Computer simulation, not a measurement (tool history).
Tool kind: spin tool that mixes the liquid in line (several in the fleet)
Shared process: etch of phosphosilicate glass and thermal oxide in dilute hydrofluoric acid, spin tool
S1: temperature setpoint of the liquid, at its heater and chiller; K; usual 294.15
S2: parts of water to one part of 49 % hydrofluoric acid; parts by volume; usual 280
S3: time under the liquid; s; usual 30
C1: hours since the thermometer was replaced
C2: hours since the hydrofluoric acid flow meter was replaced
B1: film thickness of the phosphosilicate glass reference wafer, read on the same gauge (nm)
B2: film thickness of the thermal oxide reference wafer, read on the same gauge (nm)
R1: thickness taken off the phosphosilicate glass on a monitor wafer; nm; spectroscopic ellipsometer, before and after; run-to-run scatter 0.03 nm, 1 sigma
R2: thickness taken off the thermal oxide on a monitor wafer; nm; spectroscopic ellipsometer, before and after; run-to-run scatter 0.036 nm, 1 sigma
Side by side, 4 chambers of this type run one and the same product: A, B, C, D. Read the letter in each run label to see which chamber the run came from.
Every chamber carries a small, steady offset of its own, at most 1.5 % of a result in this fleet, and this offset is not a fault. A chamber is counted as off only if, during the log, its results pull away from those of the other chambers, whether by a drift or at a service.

run   hour      S1   S2  S3      C1      C2      B1      B2      R1       R2
 1C    5.8  294.15  280  30     574     271  89.995  79.997   5.581  0.40708
 2B   12.9  294.15  280  30  1343.7   424.3  90.024  80.003  5.6594  0.44019
 3A   17.5  294.15  280  30  2378.5   436.5  90.014  79.996  5.5808  0.37821
 4D   24.7  294.15  280  30   226.9   865.1   90.04  80.006  5.6062  0.39195
 5B   30.9  294.15  280  30  1361.7   442.3  89.987  79.986  5.6552  0.36497
 6A   38.1  294.15  280  30  2399.1   457.1  90.012  80.008  5.6303  0.35519
 7C   43.3  294.15  280  30   611.5   308.5  89.975  79.993  5.5593  0.38037
 8D   49.2  294.15  280  30   251.4   889.6  90.021  79.996  5.6161   0.4801
 9B   58.5  294.15  280  30  1389.3   469.9  89.999  80.006  5.6619  0.41856
10D     66  294.15  280  30   268.2   906.4  89.996  80.004  5.5885  0.41997
11C   73.8  294.15  280  30     642     339  89.992  80.002  5.6382  0.45791
12A   83.5  294.15  280  30  2444.5   502.5  89.954  80.007  5.5793  0.37265
      86.1  -- chamber A: thermometer replaced
13D   92.3  294.15  280  30   294.5   932.7  90.001  79.993  5.6868  0.40495
14B  102.1  294.15  280  30  1432.9   513.5  90.032   79.99   5.633  0.34705
15C  110.9  294.15  280  30   679.1   376.1  90.004  79.997  5.5424  0.37011
16A  120.7  294.15  280  30    34.7   539.7  89.996      80  5.5711  0.47596
17B  129.8  294.15  280  30  1460.6   541.2  90.001  80.005  5.6313  0.44714
18D  138.5  294.15  280  30   340.7   978.9  90.022  80.004  5.6235   0.3573
19C  148.2  299.15  280  30   716.4   413.4  90.007  79.993   6.637  0.49206
     149.9  -- chamber C: hydrofluoric acid flow meter replaced
20A    158  299.15  280  30      72     577   89.99  80.002   6.698  0.46502
21C    167  299.15  280  30   735.2    17.2  90.026  79.982  6.6595  0.49294
22A  174.7  299.15  280  30    88.7   593.7  89.993  79.998  6.7323  0.47738
23B  179.1  294.15  280  30  1509.9   590.5  90.018  80.003  5.6366  0.46085
24D  188.6  292.65  280  30   390.8    1029  89.972  80.014   5.326  0.43616
25C  193.3  292.65  280  30   761.5    43.5   89.99  80.004  5.2872  0.34752
26B  202.3  292.65  280  30  1533.1   613.7  90.007  79.994  5.3165  0.37565
27D    212  292.65  280  30   414.2  1052.4  90.022  79.994  5.3539  0.41556
28A  218.5  294.15  280  30   132.5   637.5  90.018  79.996   5.618   0.3404
29D  227.3  294.15  280  30   429.5  1067.7  90.033  80.007  5.6395  0.36673
30A  235.8  294.15  280  30   149.8   654.8  90.007      80   5.577  0.36403
31B  240.5  294.15  280  30  1571.3   651.9  90.019  80.003   5.625  0.37782
32C  245.4  294.15  280  30   813.6    95.6  90.008  80.009  5.5431   0.3898
33C  253.2  294.15  280  30   821.4   103.4  89.989  80.011  5.6167   0.3917
34A  260.9  294.15  280  30   174.9   679.9  89.996  80.006  5.6213  0.45366
35D  265.5  294.15  280  30   467.7  1105.9  89.982  80.002  5.6231  0.45567
36B  271.4  294.15  280  30  1602.2   682.8  90.017  80.005  5.5755  0.37159
37C  278.4  294.15  280  30   846.6   128.6  90.004  79.998  5.5638  0.40889
38B  284.3  294.15  280  30  1615.1   695.7  90.012  79.992  5.6636  0.38957
39A  289.5  290.65  195  30   203.5   708.5  90.003  80.011  7.7001  0.46238
40D  298.3  290.65  195  30   500.5  1138.7  89.974  80.003  7.6622  0.45159
     299.6  -- chamber D: thermometer replaced
41D  306.3  290.65  195  30     6.8  1146.7  89.989      80  7.7007  0.60825

Has any chamber moved away from the others, gradually or after a service, or does the common gauge drift, or do the chambers differ only by their own small steady offsets? State the chamber and the most likely cause if one applies.

The fleet is healthy, with each chamber sitting at its usual small offset and no drift in the gauge.

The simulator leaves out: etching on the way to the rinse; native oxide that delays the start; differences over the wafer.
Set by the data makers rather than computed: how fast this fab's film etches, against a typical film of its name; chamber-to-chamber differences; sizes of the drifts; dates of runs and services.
